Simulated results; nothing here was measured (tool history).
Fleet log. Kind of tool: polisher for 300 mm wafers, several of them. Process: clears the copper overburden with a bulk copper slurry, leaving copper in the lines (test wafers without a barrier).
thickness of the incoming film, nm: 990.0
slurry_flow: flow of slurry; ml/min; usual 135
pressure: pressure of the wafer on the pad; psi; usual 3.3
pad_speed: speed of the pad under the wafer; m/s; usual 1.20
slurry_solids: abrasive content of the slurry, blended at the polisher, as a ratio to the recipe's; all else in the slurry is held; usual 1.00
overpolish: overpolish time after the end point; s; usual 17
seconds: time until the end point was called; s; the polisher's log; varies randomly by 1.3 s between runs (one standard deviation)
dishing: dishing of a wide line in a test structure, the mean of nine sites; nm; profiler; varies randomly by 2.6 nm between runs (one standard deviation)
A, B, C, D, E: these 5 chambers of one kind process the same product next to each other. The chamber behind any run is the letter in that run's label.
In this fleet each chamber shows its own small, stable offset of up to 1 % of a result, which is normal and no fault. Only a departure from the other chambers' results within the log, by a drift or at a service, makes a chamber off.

run 1E hour=9.0 | slurry_flow=135 pressure=3.3 pad_speed=1.20 slurry_solids=1.00 overpolish=17 | seconds=79.211 dishing=108.940
-- hour=10.4 chamber A: worn pad replaced by a new one
run 2A hour=15.7 | slurry_flow=135 pressure=3.3 pad_speed=1.20 slurry_solids=1.00 overpolish=17 | seconds=79.604 dishing=103.840
run 3C hour=20.3 | slurry_flow=135 pressure=3.3 pad_speed=1.20 slurry_solids=1.00 overpolish=17 | seconds=76.814 dishing=111.970
run 4B hour=28.6 | slurry_flow=135 pressure=3.3 pad_speed=1.20 slurry_solids=1.00 overpolish=17 | seconds=79.118 dishing=109.810
-- hour=33.5 chamber C: worn pad replaced by a new one
-- hour=33.7 chamber C: slurry blender recalibrated
run 5D hour=38.0 | slurry_flow=135 pressure=3.3 pad_speed=1.20 slurry_solids=1.00 overpolish=17 | seconds=79.378 dishing=109.580
-- hour=44.1 chamber D: worn pad replaced by a new one
run 6E hour=45.9 | slurry_flow=135 pressure=3.3 pad_speed=1.20 slurry_solids=1.00 overpolish=17 | seconds=80.202 dishing=110.260
-- hour=51.4 chamber B: worn pad replaced by a new one
run 7A hour=55.4 | slurry_flow=135 pressure=3.3 pad_speed=1.20 slurry_solids=1.00 overpolish=17 | seconds=79.621 dishing=110.930
-- hour=57.4 chamber E: worn pad replaced by a new one
run 8B hour=60.1 | slurry_flow=135 pressure=3.3 pad_speed=1.20 slurry_solids=1.00 overpolish=17 | seconds=78.458 dishing=111.420
-- hour=62.0 chamber A: worn pad replaced by a new one
run 9C hour=66.0 | slurry_flow=135 pressure=3.3 pad_speed=1.20 slurry_solids=1.00 overpolish=17 | seconds=79.598 dishing=112.260
run 10D hour=72.3 | slurry_flow=135 pressure=3.3 pad_speed=1.58 slurry_solids=1.25 overpolish=17 | seconds=57.530 dishing=133.480
run 11B hour=79.1 | slurry_flow=135 pressure=3.3 pad_speed=1.58 slurry_solids=1.25 overpolish=17 | seconds=56.646 dishing=128.040
-- hour=79.7 chamber D: slurry blender recalibrated
run 12D hour=85.0 | slurry_flow=135 pressure=3.3 pad_speed=1.58 slurry_solids=1.25 overpolish=17 | seconds=57.426 dishing=133.640
run 13A hour=91.6 | slurry_flow=135 pressure=3.3 pad_speed=1.58 slurry_solids=1.25 overpolish=17 | seconds=57.767 dishing=127.070
-- hour=92.1 chamber B: slurry blender recalibrated
run 14E hour=98.7 | slurry_flow=135 pressure=3.3 pad_speed=1.58 slurry_solids=1.25 overpolish=17 | seconds=56.738 dishing=133.930
-- hour=100.8 chamber C: worn pad replaced by a new one
run 15C hour=108.2 | slurry_flow=135 pressure=3.3 pad_speed=1.20 slurry_solids=1.00 overpolish=17 | seconds=80.463 dishing=112.920
-- hour=116.0 chamber B: worn pad replaced by a new one
run 16D hour=117.2 | slurry_flow=135 pressure=3.3 pad_speed=1.20 slurry_solids=1.00 overpolish=17 | seconds=80.716 dishing=104.940
-- hour=118.5 chamber B: slurry nozzle cleaned
-- hour=119.6 chamber A: worn pad replaced by a new one
run 17E hour=124.9 | slurry_flow=135 pressure=3.3 pad_speed=1.20 slurry_solids=1.00 overpolish=17 | seconds=79.915 dishing=111.220
-- hour=131.6 chamber D: worn pad replaced by a new one
run 18A hour=134.0 | slurry_flow=135 pressure=3.3 pad_speed=1.20 slurry_solids=1.00 overpolish=17 | seconds=78.831 dishing=108.320
run 19C hour=141.3 | slurry_flow=135 pressure=3.3 pad_speed=1.20 slurry_solids=1.00 overpolish=17 | seconds=79.763 dishing=105.150
run 20B hour=149.9 | slurry_flow=135 pressure=3.3 pad_speed=1.20 slurry_solids=1.15 overpolish=17 | seconds=77.187 dishing=119.120
-- hour=154.1 chamber E: worn pad replaced by a new one
run 21E hour=156.0 | slurry_flow=135 pressure=3.3 pad_speed=1.20 slurry_solids=1.15 overpolish=17 | seconds=77.944 dishing=117.050
run 22A hour=161.7 | slurry_flow=135 pressure=3.3 pad_speed=1.20 slurry_solids=1.15 overpolish=17 | seconds=77.454 dishing=114.480
-- hour=162.5 chamber E: slurry nozzle cleaned
-- hour=167.1 chamber C: worn pad replaced by a new one
run 23D hour=170.2 | slurry_flow=135 pressure=3.3 pad_speed=1.20 slurry_solids=1.15 overpolish=17 | seconds=76.746 dishing=107.660
-- hour=173.2 chamber A: worn pad replaced by a new one
-- hour=174.4 chamber D: slurry blender recalibrated
run 24C hour=174.9 | slurry_flow=135 pressure=3.3 pad_speed=1.20 slurry_solids=1.15 overpolish=17 | seconds=77.986 dishing=116.030
run 25B hour=180.9 | slurry_flow=135 pressure=3.3 pad_speed=1.20 slurry_solids=1.00 overpolish=17 | seconds=80.264 dishing=110.120
-- hour=181.9 chamber B: worn pad replaced by a new one
run 26A hour=188.4 | slurry_flow=135 pressure=3.3 pad_speed=1.20 slurry_solids=1.00 overpolish=17 | seconds=80.785 dishing=106.300
-- hour=189.5 chamber C: head pressure recalibrated
-- hour=192.0 chamber D: slurry nozzle cleaned
run 27C hour=194.1 | slurry_flow=135 pressure=3.3 pad_speed=1.20 slurry_solids=1.00 overpolish=17 | seconds=77.388 dishing=113.660
run 28D hour=202.9 | slurry_flow=135 pressure=2.5 pad_speed=1.52 slurry_solids=1.00 overpolish=17 | seconds=83.902 dishing=102.500
-- hour=208.8 chamber D: worn pad replaced by a new one
run 29E hour=210.5 | slurry_flow=135 pressure=2.5 pad_speed=1.52 slurry_solids=1.00 overpolish=17 | seconds=84.807 dishing=104.820
run 30B hour=219.7 | slurry_flow=135 pressure=2.5 pad_speed=1.52 slurry_solids=1.00 overpolish=17 | seconds=85.490 dishing=99.280
-- hour=221.1 chamber B: head pressure recalibrated
-- hour=225.5 chamber C: worn pad replaced by a new one
-- hour=226.9 chamber A: worn pad replaced by a new one
run 31E hour=227.1 | slurry_flow=135 pressure=2.5 pad_speed=1.52 slurry_solids=1.00 overpolish=17 | seconds=82.670 dishing=97.090
run 32B hour=233.4 | slurry_flow=135 pressure=2.5 pad_speed=1.52 slurry_solids=1.00 overpolish=17 | seconds=83.650 dishing=98.005
-- hour=234.3 chamber B: worn pad replaced by a new one
run 33D hour=241.9 | slurry_flow=110 pressure=3.3 pad_speed=0.82 slurry_solids=1.00 overpolish=17 | seconds=119.930 dishing=82.473
-- hour=244.3 chamber E: slurry blender recalibrated
-- hour=246.7 chamber E: worn pad replaced by a new one
run 34A hour=249.0 | slurry_flow=110 pressure=3.3 pad_speed=0.82 slurry_solids=1.00 overpolish=17 | seconds=120.950 dishing=83.866
run 35C hour=256.0 | slurry_flow=110 pressure=3.3 pad_speed=0.82 slurry_solids=1.00 overpolish=17 | seconds=124.440 dishing=84.226
-- hour=257.9 chamber B: slurry blender recalibrated
run 36E hour=264.0 | slurry_flow=110 pressure=3.3 pad_speed=0.82 slurry_solids=1.00 overpolish=17 | seconds=122.850 dishing=83.872
-- hour=270.1 chamber A: slurry blender recalibrated
-- hour=272.7 chamber D: slurry blender recalibrated
run 37B hour=272.9 | slurry_flow=110 pressure=3.3 pad_speed=0.82 slurry_solids=1.00 overpolish=17 | seconds=120.760 dishing=85.338
run 38A hour=279.0 | slurry_flow=135 pressure=3.3 pad_speed=1.20 slurry_solids=1.00 overpolish=17 | seconds=79.712 dishing=105.960
run 39D hour=284.6 | slurry_flow=135 pressure=3.3 pad_speed=1.20 slurry_solids=1.00 overpolish=17 | seconds=79.746 dishing=114.600
-- hour=288.2 chamber C: worn pad replaced by a new one
run 40C hour=289.2 | slurry_flow=135 pressure=3.3 pad_speed=1.20 slurry_solids=1.00 overpolish=17 | seconds=80.566 dishing=109.420
-- hour=291.9 chamber B: worn pad replaced by a new one
run 41D hour=294.8 | slurry_flow=135 pressure=3.3 pad_speed=1.20 slurry_solids=1.00 overpolish=17 | seconds=80.677 dishing=107.040
run 42B hour=301.5 | slurry_flow=135 pressure=3.3 pad_speed=1.20 slurry_solids=1.00 overpolish=17 | seconds=80.285 dishing=111.710

Read the log: is a single chamber off, either drifting away or since a service, is the gauge that measures every chamber drifting, or is nothing wrong beyond small per-chamber offsets? Name any odd chamber and what most likely caused it.

All chambers stay in line apart from their small fixed offsets, and the gauge does not drift.

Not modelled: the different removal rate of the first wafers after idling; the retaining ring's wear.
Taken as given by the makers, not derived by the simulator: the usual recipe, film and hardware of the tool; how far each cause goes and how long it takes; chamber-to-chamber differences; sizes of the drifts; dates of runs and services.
